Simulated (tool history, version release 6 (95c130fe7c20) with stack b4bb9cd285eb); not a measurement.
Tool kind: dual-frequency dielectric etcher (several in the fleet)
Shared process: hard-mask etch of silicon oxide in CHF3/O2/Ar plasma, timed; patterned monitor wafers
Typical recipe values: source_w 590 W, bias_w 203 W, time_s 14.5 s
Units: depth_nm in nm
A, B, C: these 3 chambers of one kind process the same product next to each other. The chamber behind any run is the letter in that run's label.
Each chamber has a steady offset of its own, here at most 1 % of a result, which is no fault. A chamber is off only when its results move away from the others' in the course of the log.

run	hour	source_w	bias_w	time_s	hours since the last wet clean	hours since the last source power generator calibration	hours since the last bias power generator calibration	read-back reference wafer on the same gauge, depth_nm	depth_nm
1A	5.3	590	203	14.5	674.1	1861.2	1931.5	24.107	29.822
2B	10.6	590	203	14.5	66.1	706.1	274.9	24.106	29.587
3C	15.8	590	203	14.5	25.8	701.6	1555.9	24.096	29.796
4C	20.3	590	203	14.5	30.3	706.1	1560.4	24.113	29.713
5B	27.6	590	203	14.5	83.1	723.1	291.9	24.106	29.629
6A	31.4	590	203	14.5	700.2	1887.3	1957.6	24.111	30.037
7B	38.4	590	203	14.5	93.9	733.9	302.7	24.104	29.760
8C	43.2	590	203	14.5	53.2	729.0	1583.3	24.117	29.783
9A	48.0	590	203	14.5	716.8	1903.9	1974.2	24.097	29.804
# hour 48.4: chamber A: wet clean of the chamber
10B	51.3	590	203	14.5	106.8	746.8	315.6	24.127	29.750
11C	58.5	590	203	14.5	68.5	744.3	1598.6	24.078	29.524
12A	63.5	590	203	14.5	15.1	1919.4	1989.7	24.090	30.228
13A	70.8	590	203	14.5	22.4	1926.7	1997.0	24.092	29.646
14B	77.2	590	203	14.5	132.7	772.7	341.5	24.120	29.590
15C	82.3	590	203	14.5	92.3	768.1	1622.4	24.124	29.343
16A	86.7	590	203	14.5	38.3	1942.6	2012.9	24.123	29.710
17C	89.9	590	203	14.5	99.9	775.7	1630.0	24.136	29.643
18B	97.0	590	236	17.0	152.5	792.5	361.3	24.116	36.570
19B	100.6	590	236	17.0	156.1	796.1	364.9	24.109	36.469
20C	107.1	590	236	17.0	117.1	792.9	1647.2	24.106	36.221

Predict what each chamber gives when all 3 of them run the settings below next.
21A	112.4	590	203	14.5					?
21B	112.4	590	203	14.5					?
21C	112.4	590	203	14.5					?

run	depth_nm
21A	30.012
21B	29.810
21C	29.729
